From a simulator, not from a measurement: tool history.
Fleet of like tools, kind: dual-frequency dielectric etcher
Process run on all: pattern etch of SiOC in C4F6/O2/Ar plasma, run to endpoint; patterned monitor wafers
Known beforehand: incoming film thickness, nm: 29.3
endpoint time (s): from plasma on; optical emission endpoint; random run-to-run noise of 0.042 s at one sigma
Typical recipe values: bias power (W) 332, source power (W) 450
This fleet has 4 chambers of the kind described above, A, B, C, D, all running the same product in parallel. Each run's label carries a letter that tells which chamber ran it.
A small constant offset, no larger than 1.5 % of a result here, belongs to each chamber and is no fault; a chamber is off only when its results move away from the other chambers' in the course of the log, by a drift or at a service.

{"run": "1A", "hour": 7.8, "bias power (W)": 332, "source power (W)": 450, "endpoint time (s)": 10.849}
{"run": "2C", "hour": 16.3, "bias power (W)": 332, "source power (W)": 450, "endpoint time (s)": 11.064}
{"run": "3B", "hour": 21.8, "bias power (W)": 332, "source power (W)": 450, "endpoint time (s)": 10.866}
{"run": "4D", "hour": 30.3, "bias power (W)": 332, "source power (W)": 450, "endpoint time (s)": 10.977}
{"hour": 36.1, "done": "chamber C: bias power generator calibrated"}
{"run": "5C", "hour": 39.6, "bias power (W)": 332, "source power (W)": 450, "endpoint time (s)": 11.099}
{"run": "6B", "hour": 46.8, "bias power (W)": 332, "source power (W)": 450, "endpoint time (s)": 10.931}
{"run": "7A", "hour": 55.0, "bias power (W)": 332, "source power (W)": 450, "endpoint time (s)": 10.862}
{"run": "8D", "hour": 64.9, "bias power (W)": 332, "source power (W)": 450, "endpoint time (s)": 11.043}
{"run": "9B", "hour": 70.6, "bias power (W)": 332, "source power (W)": 450, "endpoint time (s)": 10.887}
{"run": "10A", "hour": 76.9, "bias power (W)": 332, "source power (W)": 450, "endpoint time (s)": 10.896}
{"run": "11D", "hour": 84.6, "bias power (W)": 332, "source power (W)": 450, "endpoint time (s)": 11.078}
{"run": "12C", "hour": 92.1, "bias power (W)": 332, "source power (W)": 450, "endpoint time (s)": 11.065}
{"run": "13B", "hour": 101.5, "bias power (W)": 332, "source power (W)": 450, "endpoint time (s)": 10.832}
{"run": "14C", "hour": 109.4, "bias power (W)": 332, "source power (W)": 450, "endpoint time (s)": 11.0}
{"run": "15A", "hour": 116.0, "bias power (W)": 332, "source power (W)": 450, "endpoint time (s)": 10.912}
{"run": "16D", "hour": 125.8, "bias power (W)": 332, "source power (W)": 450, "endpoint time (s)": 11.047}
{"run": "17B", "hour": 134.5, "bias power (W)": 332, "source power (W)": 450, "endpoint time (s)": 10.871}
{"run": "18D", "hour": 139.2, "bias power (W)": 332, "source power (W)": 450, "endpoint time (s)": 11.161}
{"run": "19A", "hour": 147.4, "bias power (W)": 332, "source power (W)": 450, "endpoint time (s)": 10.836}
{"run": "20C", "hour": 157.5, "bias power (W)": 332, "source power (W)": 450, "endpoint time (s)": 11.036}
{"run": "21D", "hour": 164.6, "bias power (W)": 285, "source power (W)": 510, "endpoint time (s)": 11.137}
{"run": "22B", "hour": 170.8, "bias power (W)": 285, "source power (W)": 510, "endpoint time (s)": 10.979}
{"run": "23A", "hour": 176.6, "bias power (W)": 285, "source power (W)": 510, "endpoint time (s)": 10.88}
{"run": "24C", "hour": 182.5, "bias power (W)": 285, "source power (W)": 510, "endpoint time (s)": 11.086}
{"run": "25D", "hour": 190.2, "bias power (W)": 332, "source power (W)": 450, "endpoint time (s)": 11.243}
{"run": "26B", "hour": 198.8, "bias power (W)": 332, "source power (W)": 450, "endpoint time (s)": 10.929}
{"run": "27C", "hour": 206.8, "bias power (W)": 332, "source power (W)": 450, "endpoint time (s)": 11.054}
{"run": "28A", "hour": 215.1, "bias power (W)": 332, "source power (W)": 450, "endpoint time (s)": 10.861}
{"run": "29C", "hour": 225.2, "bias power (W)": 332, "source power (W)": 450, "endpoint time (s)": 11.127}

For the next run the whole fleet of 4 chambers uses the same settings. Give each chamber's results:
{"run": "30A", "hour": 232.6, "bias power (W)": 332, "source power (W)": 450, "endpoint time (s)": "?"}
{"run": "30B", "hour": 232.6, "bias power (W)": 332, "source power (W)": 450, "endpoint time (s)": "?"}
{"run": "30C", "hour": 232.6, "bias power (W)": 332, "source power (W)": 450, "endpoint time (s)": "?"}
{"run": "30D", "hour": 232.6, "bias power (W)": 332, "source power (W)": 450, "endpoint time (s)": "?"}

run=30A endpoint_time_(s)=10.879
run=30B endpoint_time_(s)=10.898
run=30C endpoint_time_(s)=11.005
run=30D endpoint_time_(s)=11.395
